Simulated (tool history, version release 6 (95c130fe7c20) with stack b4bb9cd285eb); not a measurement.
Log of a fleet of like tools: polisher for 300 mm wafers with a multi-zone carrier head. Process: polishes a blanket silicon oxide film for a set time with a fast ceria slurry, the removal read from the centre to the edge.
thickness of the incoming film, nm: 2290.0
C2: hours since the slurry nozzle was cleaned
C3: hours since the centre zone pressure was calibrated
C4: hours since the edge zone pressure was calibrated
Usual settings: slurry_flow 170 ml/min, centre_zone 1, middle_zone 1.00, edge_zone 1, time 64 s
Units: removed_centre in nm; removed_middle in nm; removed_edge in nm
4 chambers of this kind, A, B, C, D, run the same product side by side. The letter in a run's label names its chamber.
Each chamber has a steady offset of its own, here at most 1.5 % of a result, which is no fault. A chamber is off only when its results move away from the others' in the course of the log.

{"run": "1D", "hour": 7.7, "slurry_flow": 170, "centre_zone": 1, "middle_zone": 1.0, "edge_zone": 1, "time": 64, "wafers polished on this pad": 1258, "C2": 561.1, "C3": 119.2, "C4": 220.3, "removed_centre": 726.28, "removed_middle": 726.11, "removed_edge": 708.2}
{"hour": 7.8, "done": "chamber D: worn pad replaced by a new one"}
{"run": "2B", "hour": 13.3, "slurry_flow": 170, "centre_zone": 1, "middle_zone": 1.0, "edge_zone": 1, "time": 64, "wafers polished on this pad": 522, "C2": 456.0, "C3": 203.6, "C4": 32.4, "removed_centre": 731.85, "removed_middle": 710.88, "removed_edge": 727.23}
{"hour": 15.5, "done": "chamber B: worn pad replaced by a new one"}
{"run": "3C", "hour": 21.3, "slurry_flow": 170, "centre_zone": 1, "middle_zone": 1.0, "edge_zone": 1, "time": 64, "wafers polished on this pad": 638, "C2": 198.9, "C3": 920.4, "C4": 55.5, "removed_centre": 703.82, "removed_middle": 706.71, "removed_edge": 711.57}
{"run": "4A", "hour": 26.3, "slurry_flow": 170, "centre_zone": 1, "middle_zone": 1.0, "edge_zone": 1, "time": 64, "wafers polished on this pad": 889, "C2": 408.7, "C3": 376.4, "C4": 528.1, "removed_centre": 715.99, "removed_middle": 700.94, "removed_edge": 724.54}
{"run": "5B", "hour": 31.3, "slurry_flow": 170, "centre_zone": 1, "middle_zone": 1.0, "edge_zone": 1, "time": 64, "wafers polished on this pad": 148, "C2": 474.0, "C3": 221.6, "C4": 50.4, "removed_centre": 714.13, "removed_middle": 718.05, "removed_edge": 726.74}
{"run": "6D", "hour": 38.0, "slurry_flow": 170, "centre_zone": 1, "middle_zone": 1.0, "edge_zone": 1, "time": 64, "wafers polished on this pad": 283, "C2": 591.4, "C3": 149.5, "C4": 250.6, "removed_centre": 737.23, "removed_middle": 739.4, "removed_edge": 716.24}
{"hour": 38.3, "done": "chamber C: worn pad replaced by a new one"}
{"run": "7C", "hour": 42.3, "slurry_flow": 170, "centre_zone": 1, "middle_zone": 0.96, "edge_zone": 1, "time": 64, "wafers polished on this pad": 38, "C2": 219.9, "C3": 941.4, "C4": 76.5, "removed_centre": 713.09, "removed_middle": 692.68, "removed_edge": 722.64}
{"hour": 48.7, "done": "chamber A: worn pad replaced by a new one"}
{"run": "8A", "hour": 49.8, "slurry_flow": 170, "centre_zone": 1, "middle_zone": 0.96, "edge_zone": 1, "time": 64, "wafers polished on this pad": 10, "C2": 432.2, "C3": 399.9, "C4": 551.6, "removed_centre": 732.82, "removed_middle": 692.63, "removed_edge": 724.19}
{"run": "9D", "hour": 56.5, "slurry_flow": 170, "centre_zone": 1, "middle_zone": 0.96, "edge_zone": 1, "time": 64, "wafers polished on this pad": 456, "C2": 609.9, "C3": 168.0, "C4": 269.1, "removed_centre": 730.96, "removed_middle": 701.78, "removed_edge": 712.98}
{"run": "10B", "hour": 63.8, "slurry_flow": 170, "centre_zone": 1, "middle_zone": 0.96, "edge_zone": 1, "time": 64, "wafers polished on this pad": 452, "C2": 506.5, "C3": 254.1, "C4": 82.9, "removed_centre": 722.64, "removed_middle": 683.32, "removed_edge": 730.88}
{"hour": 66.1, "done": "chamber C: slurry nozzle cleaned"}
{"run": "11A", "hour": 69.0, "slurry_flow": 170, "centre_zone": 1, "middle_zone": 1.0, "edge_zone": 1, "time": 64, "wafers polished on this pad": 190, "C2": 451.4, "C3": 419.1, "C4": 570.8, "removed_centre": 728.15, "removed_middle": 723.09, "removed_edge": 715.5}
{"hour": 76.9, "done": "chamber B: worn pad replaced by a new one"}
{"run": "12C", "hour": 78.3, "slurry_flow": 170, "centre_zone": 1, "middle_zone": 1.0, "edge_zone": 1, "time": 64, "wafers polished on this pad": 374, "C2": 12.2, "C3": 977.4, "C4": 112.5, "removed_centre": 739.18, "removed_middle": 707.11, "removed_edge": 714.87}
{"run": "13C", "hour": 83.7, "slurry_flow": 170, "centre_zone": 1, "middle_zone": 1.0, "edge_zone": 1, "time": 64, "wafers polished on this pad": 425, "C2": 17.6, "C3": 982.8, "C4": 117.9, "removed_centre": 722.05, "removed_middle": 719.91, "removed_edge": 715.53}
{"run": "14D", "hour": 91.5, "slurry_flow": 170, "centre_zone": 1, "middle_zone": 1.0, "edge_zone": 1, "time": 64, "wafers polished on this pad": 783, "C2": 644.9, "C3": 203.0, "C4": 304.1, "removed_centre": 724.5, "removed_middle": 708.81, "removed_edge": 698.61}
{"run": "15A", "hour": 97.8, "slurry_flow": 170, "centre_zone": 1, "middle_zone": 1.0, "edge_zone": 1, "time": 64, "wafers polished on this pad": 459, "C2": 480.2, "C3": 447.9, "C4": 599.6, "removed_centre": 739.19, "removed_middle": 717.58, "removed_edge": 724.8}
{"run": "16B", "hour": 107.4, "slurry_flow": 170, "centre_zone": 1, "middle_zone": 1.0, "edge_zone": 1, "time": 64, "wafers polished on this pad": 286, "C2": 550.1, "C3": 297.7, "C4": 126.5, "removed_centre": 726.02, "removed_middle": 727.38, "removed_edge": 730.64}
{"run": "17C", "hour": 113.7, "slurry_flow": 170, "centre_zone": 1, "middle_zone": 1.0, "edge_zone": 1, "time": 64, "wafers polished on this pad": 705, "C2": 47.6, "C3": 1012.8, "C4": 147.9, "removed_centre": 706.58, "removed_middle": 734.96, "removed_edge": 704.29}
{"run": "18B", "hour": 121.7, "slurry_flow": 170, "centre_zone": 1, "middle_zone": 1.0, "edge_zone": 1, "time": 64, "wafers polished on this pad": 419, "C2": 564.4, "C3": 312.0, "C4": 140.8, "removed_centre": 709.23, "removed_middle": 716.62, "removed_edge": 732.04}
{"hour": 122.9, "done": "chamber C: worn pad replaced by a new one"}
{"run": "19D", "hour": 130.7, "slurry_flow": 170, "centre_zone": 1, "middle_zone": 1.0, "edge_zone": 1, "time": 64, "wafers polished on this pad": 1150, "C2": 684.1, "C3": 242.2, "C4": 343.3, "removed_centre": 714.86, "removed_middle": 716.87, "removed_edge": 712.83}
{"run": "20A", "hour": 136.0, "slurry_flow": 170, "centre_zone": 1, "middle_zone": 1.0, "edge_zone": 1, "time": 64, "wafers polished on this pad": 817, "C2": 518.4, "C3": 486.1, "C4": 637.8, "removed_centre": 729.05, "removed_middle": 727.45, "removed_edge": 728.89}
{"hour": 137.2, "done": "chamber B: worn pad replaced by a new one"}
{"run": "21C", "hour": 142.9, "slurry_flow": 170, "centre_zone": 1, "middle_zone": 1.0, "edge_zone": 1, "time": 64, "wafers polished on this pad": 187, "C2": 76.8, "C3": 1042.0, "C4": 177.1, "removed_centre": 694.01, "removed_middle": 700.56, "removed_edge": 726.53}
{"hour": 144.5, "done": "chamber D: worn pad replaced by a new one"}
{"run": "22D", "hour": 151.8, "slurry_flow": 170, "centre_zone": 1, "middle_zone": 1.0, "edge_zone": 1, "time": 64, "wafers polished on this pad": 68, "C2": 705.2, "C3": 263.3, "C4": 364.4, "removed_centre": 698.73, "removed_middle": 674.04, "removed_edge": 695.02}
{"run": "23B", "hour": 156.0, "slurry_flow": 170, "centre_zone": 1, "middle_zone": 1.0, "edge_zone": 1, "time": 64, "wafers polished on this pad": 176, "C2": 598.7, "C3": 346.3, "C4": 175.1, "removed_centre": 715.0, "removed_middle": 729.33, "removed_edge": 728.51}
{"run": "24A", "hour": 162.4, "slurry_flow": 170, "centre_zone": 1, "middle_zone": 1.0, "edge_zone": 1, "time": 64, "wafers polished on this pad": 1064, "C2": 544.8, "C3": 512.5, "C4": 664.2, "removed_centre": 718.81, "removed_middle": 713.54, "removed_edge": 727.98}
{"run": "25C", "hour": 167.3, "slurry_flow": 170, "centre_zone": 1, "middle_zone": 1.06, "edge_zone": 1, "time": 71, "wafers polished on this pad": 415, "C2": 101.2, "C3": 1066.4, "C4": 201.5, "removed_centre": 790.36, "removed_middle": 829.14, "removed_edge": 792.3}
{"hour": 168.2, "done": "chamber A: worn pad replaced by a new one"}
{"run": "26D", "hour": 173.7, "slurry_flow": 170, "centre_zone": 1, "middle_zone": 1.06, "edge_zone": 1, "time": 71, "wafers polished on this pad": 273, "C2": 727.1, "C3": 285.2, "C4": 386.3, "removed_centre": 773.44, "removed_middle": 814.18, "removed_edge": 766.72}
{"hour": 174.7, "done": "chamber B: centre zone pressure recalibrated"}
{"hour": 174.9, "done": "chamber B: slurry nozzle cleaned"}
{"run": "27A", "hour": 182.1, "slurry_flow": 170, "centre_zone": 1, "middle_zone": 1.06, "edge_zone": 1, "time": 71, "wafers polished on this pad": 130, "C2": 564.5, "C3": 532.2, "C4": 683.9, "removed_centre": 798.65, "removed_middle": 836.49, "removed_edge": 802.24}
{"run": "28B", "hour": 187.7, "slurry_flow": 170, "centre_zone": 1, "middle_zone": 1.06, "edge_zone": 1, "time": 71, "wafers polished on this pad": 473, "C2": 12.9, "C3": 13.1, "C4": 206.8, "removed_centre": 816.55, "removed_middle": 839.49, "removed_edge": 805.46}
{"hour": 189.8, "done": "chamber A: centre zone pressure recalibrated"}
{"hour": 193.4, "done": "chamber B: worn pad replaced by a new one"}
{"run": "29B", "hour": 195.5, "slurry_flow": 135, "centre_zone": 1, "middle_zone": 1.0, "edge_zone": 1, "time": 56, "wafers polished on this pad": 20, "C2": 20.7, "C3": 20.9, "C4": 214.6, "removed_centre": 616.97, "removed_middle": 587.23, "removed_edge": 622.44}
{"run": "30D", "hour": 202.3, "slurry_flow": 135, "centre_zone": 1, "middle_zone": 1.0, "edge_zone": 1, "time": 56, "wafers polished on this pad": 541, "C2": 755.7, "C3": 313.8, "C4": 414.9, "removed_centre": 562.19, "removed_middle": 559.14, "removed_edge": 580.67}
{"hour": 204.3, "done": "chamber C: worn pad replaced by a new one"}
{"run": "31C", "hour": 212.1, "slurry_flow": 135, "centre_zone": 1, "middle_zone": 1.0, "edge_zone": 1, "time": 56, "wafers polished on this pad": 73, "C2": 146.0, "C3": 1111.2, "C4": 246.3, "removed_centre": 597.24, "removed_middle": 616.83, "removed_edge": 614.93}
{"run": "32A", "hour": 221.9, "slurry_flow": 135, "centre_zone": 1, "middle_zone": 1.0, "edge_zone": 1, "time": 56, "wafers polished on this pad": 502, "C2": 604.3, "C3": 32.2, "C4": 723.7, "removed_centre": 607.41, "removed_middle": 595.91, "removed_edge": 614.34}
{"run": "33D", "hour": 230.6, "slurry_flow": 170, "centre_zone": 1, "middle_zone": 1.0, "edge_zone": 1, "time": 47, "wafers polished on this pad": 805, "C2": 784.0, "C3": 342.1, "C4": 443.2, "removed_centre": 486.19, "removed_middle": 499.17, "removed_edge": 497.14}
{"run": "34A", "hour": 238.7, "slurry_flow": 170, "centre_zone": 1, "middle_zone": 1.0, "edge_zone": 1, "time": 47, "wafers polished on this pad": 659, "C2": 621.1, "C3": 49.0, "C4": 740.5, "removed_centre": 521.25, "removed_middle": 542.15, "removed_edge": 540.54}
{"run": "35B", "hour": 244.4, "slurry_flow": 170, "centre_zone": 1, "middle_zone": 1.0, "edge_zone": 1, "time": 47, "wafers polished on this pad": 477, "C2": 69.6, "C3": 69.8, "C4": 263.5, "removed_centre": 538.54, "removed_middle": 515.87, "removed_edge": 532.04}
{"run": "36C", "hour": 254.2, "slurry_flow": 170, "centre_zone": 1, "middle_zone": 1.0, "edge_zone": 1, "time": 47, "wafers polished on this pad": 467, "C2": 188.1, "C3": 1153.3, "C4": 288.4, "removed_centre": 524.92, "removed_middle": 528.11, "removed_edge": 519.31}
{"run": "37B", "hour": 263.1, "slurry_flow": 170, "centre_zone": 1, "middle_zone": 1.0, "edge_zone": 1, "time": 64, "wafers polished on this pad": 652, "C2": 88.3, "C3": 88.5, "C4": 282.2, "removed_centre": 708.03, "removed_middle": 703.94, "removed_edge": 727.67}
{"run": "38D", "hour": 272.0, "slurry_flow": 170, "centre_zone": 1, "middle_zone": 1.0, "edge_zone": 1, "time": 64, "wafers polished on this pad": 1193, "C2": 825.4, "C3": 383.5, "C4": 484.6, "removed_centre": 639.33, "removed_middle": 653.1, "removed_edge": 658.37}
{"run": "39C", "hour": 279.8, "slurry_flow": 170, "centre_zone": 1, "middle_zone": 1.0, "edge_zone": 1, "time": 64, "wafers polished on this pad": 706, "C2": 213.7, "C3": 1178.9, "C4": 314.0, "removed_centre": 706.41, "removed_middle": 739.01, "removed_edge": 715.86}
{"run": "40A", "hour": 285.6, "slurry_flow": 170, "centre_zone": 1, "middle_zone": 1.0, "edge_zone": 1, "time": 64, "wafers polished on this pad": 1098, "C2": 668.0, "C3": 95.9, "C4": 787.4, "removed_centre": 716.37, "removed_middle": 720.46, "removed_edge": 725.81}

Is one chamber off against the others, does the gauge drift, or is nothing wrong? If a chamber is off, say which, and what the likeliest cause is.

Chamber D drifts away from the others.
Cause: slurry flow missing at the pad, % = 40.2.

Here are 4 candidates for chamber D's next run, each the usual settings with a change, their results left as question marks. Which one brings its results back in line with what the others give on the usual settings?
In line means no further than this from the other chambers' mean on the usual settings: removed_centre 32.00 nm; removed_middle 36.00 nm; removed_edge 17.00 nm
{"run": "41D-1", "hour": 292.7, "slurry_flow": 175, "centre_zone": 1.02, "middle_zone": 1.0, "edge_zone": 1.0, "time": 69, "removed_centre": "?", "removed_middle": "?", "removed_edge": "?"}
{"run": "41D-2", "hour": 292.7, "slurry_flow": 165, "centre_zone": 0.98, "middle_zone": 1.0, "edge_zone": 1.0, "time": 59, "removed_centre": "?", "removed_middle": "?", "removed_edge": "?"}
{"run": "41D-3", "hour": 292.7, "slurry_flow": 185, "centre_zone": 1.04, "middle_zone": 1.01, "edge_zone": 0.99, "time": 77, "removed_centre": "?", "removed_middle": "?", "removed_edge": "?"}
{"run": "41D-4", "hour": 292.7, "slurry_flow": 155, "centre_zone": 0.96, "middle_zone": 0.99, "edge_zone": 1.01, "time": 53, "removed_centre": "?", "removed_middle": "?", "removed_edge": "?"}

The other chambers' mean on the usual settings: removed_centre 720.39 nm; removed_middle 716.56 nm; removed_edge 723.94 nm
run=41D-1 removed_centre=718.78 removed_middle=712.35 removed_edge=716.90
run=41D-2 removed_centre=577.34 removed_middle=599.24 removed_edge=606.17
run=41D-3 removed_centre=833.30 removed_middle=814.05 removed_edge=803.85
run=41D-4 removed_centre=496.22 removed_middle=523.60 removed_edge=540.63
41D-1 brings the chamber back in line.
